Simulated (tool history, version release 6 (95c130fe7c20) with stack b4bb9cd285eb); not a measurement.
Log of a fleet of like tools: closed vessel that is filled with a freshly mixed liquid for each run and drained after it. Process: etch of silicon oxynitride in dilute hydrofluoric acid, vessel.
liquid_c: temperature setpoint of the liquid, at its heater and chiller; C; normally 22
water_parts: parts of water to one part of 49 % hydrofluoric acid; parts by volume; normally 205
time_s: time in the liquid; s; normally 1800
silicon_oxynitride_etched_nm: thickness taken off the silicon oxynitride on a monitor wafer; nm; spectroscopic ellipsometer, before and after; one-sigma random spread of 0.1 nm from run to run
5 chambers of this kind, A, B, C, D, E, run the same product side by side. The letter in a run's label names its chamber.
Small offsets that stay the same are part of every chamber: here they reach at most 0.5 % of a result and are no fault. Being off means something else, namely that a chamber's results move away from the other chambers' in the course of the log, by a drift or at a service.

run   hour  liquid_c  water_parts  time_s  read-back film thickness of the silicon oxynitride reference wafer, read on the same gauge (nm)  silicon_oxynitride_etched_nm
 1E      8        22          205    1800                                                                                           60.014                        12.853
 2D   15.9        22          205    1800                                                                                           59.942                          13.1
 3B   21.2        22          205    1800                                                                                           59.974                        12.894
 4A   28.9        22          205    1800                                                                                           60.024                        12.925
 5C   36.9        22          205    1800                                                                                            59.99                        13.114
 6E   43.2        22          205    1800                                                                                           60.027                        12.902
 7D   48.7        22          205    1800                                                                                            60.01                        13.042
 8B   55.7        22          205    1800                                                                                           60.018                        13.002
 9A   60.4        22          205    1800                                                                                           60.025                        13.002
      68.6  -- chamber C: hydrofluoric acid flow meter replaced
10C   69.8        22          205    1800                                                                                           60.012                        12.977
11E     75        19          290    1800                                                                                           59.984                        7.5994
12C   84.3        19          290    1800                                                                                           60.024                         7.674
13B   94.1        19          290    1800                                                                                           59.983                         7.545
14A  102.6        19          290    1800                                                                                           59.996                        7.6643
15D  109.1        19          290    1800                                                                                           59.979                        7.6563
16A  113.7        22          205    1800                                                                                           60.054                        12.951
17D  123.4        22          205    1800                                                                                           60.003                        13.129
18C  131.7        22          205    1800                                                                                           60.056                        13.415
19B  141.4        22          205    1800                                                                                           59.936                        13.082
20E  147.9        17          130    1800                                                                                           60.012                        16.991
21D  153.4        17          130    1800                                                                                           60.005                        17.045
22A  162.9        17          130    1800                                                                                           60.004                        16.992
23B  170.4        17          130    1800                                                                                           59.968                        17.202
24E  179.3        17          130    1800                                                                                           60.032                        16.903
25C  184.7        22          205    1800                                                                                           59.998                        13.547
26E  194.6        22          205    1800                                                                                            60.03                        12.951
27D  203.3        22          205    1800                                                                                           59.982                        13.071
28A  209.8        22          205    1800                                                                                           60.034                         13.17
29C    216        22          205    1800                                                                                           59.987                        13.799
30B    226        22          205    1800                                                                                           59.992                        13.092
31C  235.5        22          205    1800                                                                                           59.991                        13.635
32E  245.6        22          205    1800                                                                                           59.987                        13.087
33D  253.5        22          160     810                                                                                           59.995                        7.8014
34B  261.5        22          160     810                                                                                           59.978                        7.8574
35A  269.6        22          160     810                                                                                           59.996                        7.7181
36E  278.1        22          160     810                                                                                           60.014                        7.6732

Does one chamber stand apart from the rest, does the shared gauge drift, or is all well apart from small per-chamber offsets? Give the chamber and the most likely cause, where there is one.

Chamber C drifts away from the others.
What lies behind it: liquid hotter than its thermometer reads (K) = 1.63.

Which of the 4 candidates below, each the usual settings with something changed and its results left as question marks, puts chamber C back in line with what the other chambers give on the usual settings?
In line means no further than this from the other chambers' mean on the usual settings: silicon_oxynitride_etched_nm 0.35 nm
37C-1  285.3      20.5          205    1800                                                                                                                              ?
37C-2  285.3        22          200    1870                                                                                                                              ?
37C-3  285.3        22          205    1760                                                                                                                              ?
37C-4  285.3        22          200    1800                                                                                                                              ?

Mean of the other chambers on the usual settings: silicon_oxynitride_etched_nm 13.021 nm
  run  silicon_oxynitride_etched_nm
37C-1                        13.108
37C-2                        14.995
37C-3                        13.712
37C-4                        14.434
With 37C-1, the chamber falls back in line with the rest.

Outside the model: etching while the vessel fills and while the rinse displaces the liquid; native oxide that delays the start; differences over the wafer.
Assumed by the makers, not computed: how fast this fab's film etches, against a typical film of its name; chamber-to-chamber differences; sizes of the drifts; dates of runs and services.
